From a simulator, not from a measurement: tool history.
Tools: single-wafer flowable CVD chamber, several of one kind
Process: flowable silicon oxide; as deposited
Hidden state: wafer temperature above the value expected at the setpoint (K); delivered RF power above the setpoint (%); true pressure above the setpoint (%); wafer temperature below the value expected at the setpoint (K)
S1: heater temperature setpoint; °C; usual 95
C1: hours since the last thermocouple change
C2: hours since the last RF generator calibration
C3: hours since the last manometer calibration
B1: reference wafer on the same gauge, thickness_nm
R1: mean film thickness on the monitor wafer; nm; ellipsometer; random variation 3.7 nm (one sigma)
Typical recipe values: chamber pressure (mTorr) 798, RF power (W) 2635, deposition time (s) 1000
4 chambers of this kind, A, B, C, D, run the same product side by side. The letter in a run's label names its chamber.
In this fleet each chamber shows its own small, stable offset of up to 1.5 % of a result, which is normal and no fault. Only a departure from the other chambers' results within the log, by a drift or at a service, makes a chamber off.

Run 1B, hour 7.2: usual settings; C1 1800; C2 811.1; C3 506.5; B1 863.19. Result: R1 739.85 nm.
Run 2D, hour 15.8: usual settings; C1 762.5; C2 109; C3 1350.9; B1 861.9. Result: R1 753.92 nm.
Run 3C, hour 20.3: usual settings; C1 1331.6; C2 1325.6; C3 745.4; B1 863.54. Result: R1 740.76 nm.
Run 4A, hour 27.1: usual settings; C1 1894.2; C2 677.6; C3 1991.4; B1 863.09. Result: R1 739.41 nm.
Run 5B, hour 35.6: usual settings; C1 1828.4; C2 839.5; C3 534.9; B1 861.78. Result: R1 739.14 nm.
Run 6D, hour 43.1: usual settings but deposition time (s) 820; C1 789.8; C2 136.3; C3 1378.2; B1 862.94. Result: R1 618.25 nm.
Run 7C, hour 51: usual settings but deposition time (s) 820; C1 1362.3; C2 1356.3; C3 776.1; B1 863.28. Result: R1 605.26 nm.
Run 8A, hour 54.9: usual settings but deposition time (s) 820; C1 1922; C2 705.4; C3 2019.2; B1 862.18. Result: R1 609.54 nm.
Run 9B, hour 60.3: usual settings but deposition time (s) 820; C1 1853.1; C2 864.2; C3 559.6; B1 862.77. Result: R1 612.35 nm.
Run 10A, hour 64.9: usual settings; C1 1932; C2 715.4; C3 2029.2; B1 862.32. Result: R1 742.68 nm.
Run 11D, hour 68.8: usual settings; C1 815.5; C2 162; C3 1403.9; B1 861.89. Result: R1 749.63 nm.
Run 12C, hour 77.7: usual settings; C1 1389; C2 1383; C3 802.8; B1 864.3. Result: R1 740.44 nm.
Run 13A, hour 86: usual settings; C1 1953.1; C2 736.5; C3 2050.3; B1 863.03. Result: R1 743.87 nm.
At hour 88.2: chamber B: thermocouple changed; heater temperature recalibrated.
Run 14B, hour 93: usual settings but chamber pressure (mTorr) 705; C1 4.8; C2 896.9; C3 592.3; B1 862.89. Result: R1 632.49 nm.
Run 15D, hour 101.6: usual settings but chamber pressure (mTorr) 705; C1 848.3; C2 194.8; C3 1436.7; B1 862.11. Result: R1 643.29 nm.
Run 16C, hour 107.6: usual settings but chamber pressure (mTorr) 705; C1 1418.9; C2 1412.9; C3 832.7; B1 862.88. Result: R1 622.54 nm.
At hour 109.9: chamber A: thermocouple changed; heater temperature recalibrated.
Run 17A, hour 115.1: usual settings but chamber pressure (mTorr) 705; C1 5.3; C2 765.6; C3 2079.4; B1 862.81. Result: R1 607.77 nm.
Run 18D, hour 119.5: usual settings; C1 866.2; C2 212.7; C3 1454.6; B1 864.24. Result: R1 748.41 nm.
Run 19C, hour 126.6: usual settings; C1 1437.9; C2 1431.9; C3 851.7; B1 862.7. Result: R1 734.63 nm.
Run 20B, hour 132.6: usual settings but S1 109 °C, RF power (W) 3000; C1 44.4; C2 936.5; C3 631.9; B1 863.34. Result: R1 469.64 nm.
Run 21C, hour 138.2: usual settings but S1 109 °C, RF power (W) 3000; C1 1449.5; C2 1443.5; C3 863.3; B1 863.66. Result: R1 463.44 nm.
Run 22A, hour 143.6: usual settings but S1 109 °C, RF power (W) 3000; C1 33.8; C2 794.1; C3 2107.9; B1 862.58. Result: R1 455.68 nm.
Run 23D, hour 149.3: usual settings but S1 109 °C, RF power (W) 3000; C1 896; C2 242.5; C3 1484.4; B1 863.14. Result: R1 480.89 nm.
Run 24B, hour 153.6: usual settings but chamber pressure (mTorr) 870; C1 65.4; C2 957.5; C3 652.9; B1 862.38. Result: R1 829.36 nm.
Run 25A, hour 161.6: usual settings but chamber pressure (mTorr) 870; C1 51.8; C2 812.1; C3 2125.9; B1 863.67. Result: R1 796.65 nm.
Run 26D, hour 169.8: usual settings but chamber pressure (mTorr) 870; C1 916.5; C2 263; C3 1504.9; B1 862.96. Result: R1 830.86 nm.
Run 27B, hour 173.6: usual settings but chamber pressure (mTorr) 870; C1 85.4; C2 977.5; C3 672.9; B1 862.31. Result: R1 829.73 nm.

Next, all 4 chambers run the settings below, one line each with question marks for the results. What does each chamber give?
Run 28A, hour 179.9: usual settings. Result: R1 ?.
Run 28B, hour 179.9: usual settings. Result: R1 ?.
Run 28C, hour 179.9: usual settings. Result: R1 ?.
Run 28D, hour 179.9: usual settings. Result: R1 ?.

run      R1
28A  716.49
28B  740.68
28C  736.32
28D  750.25
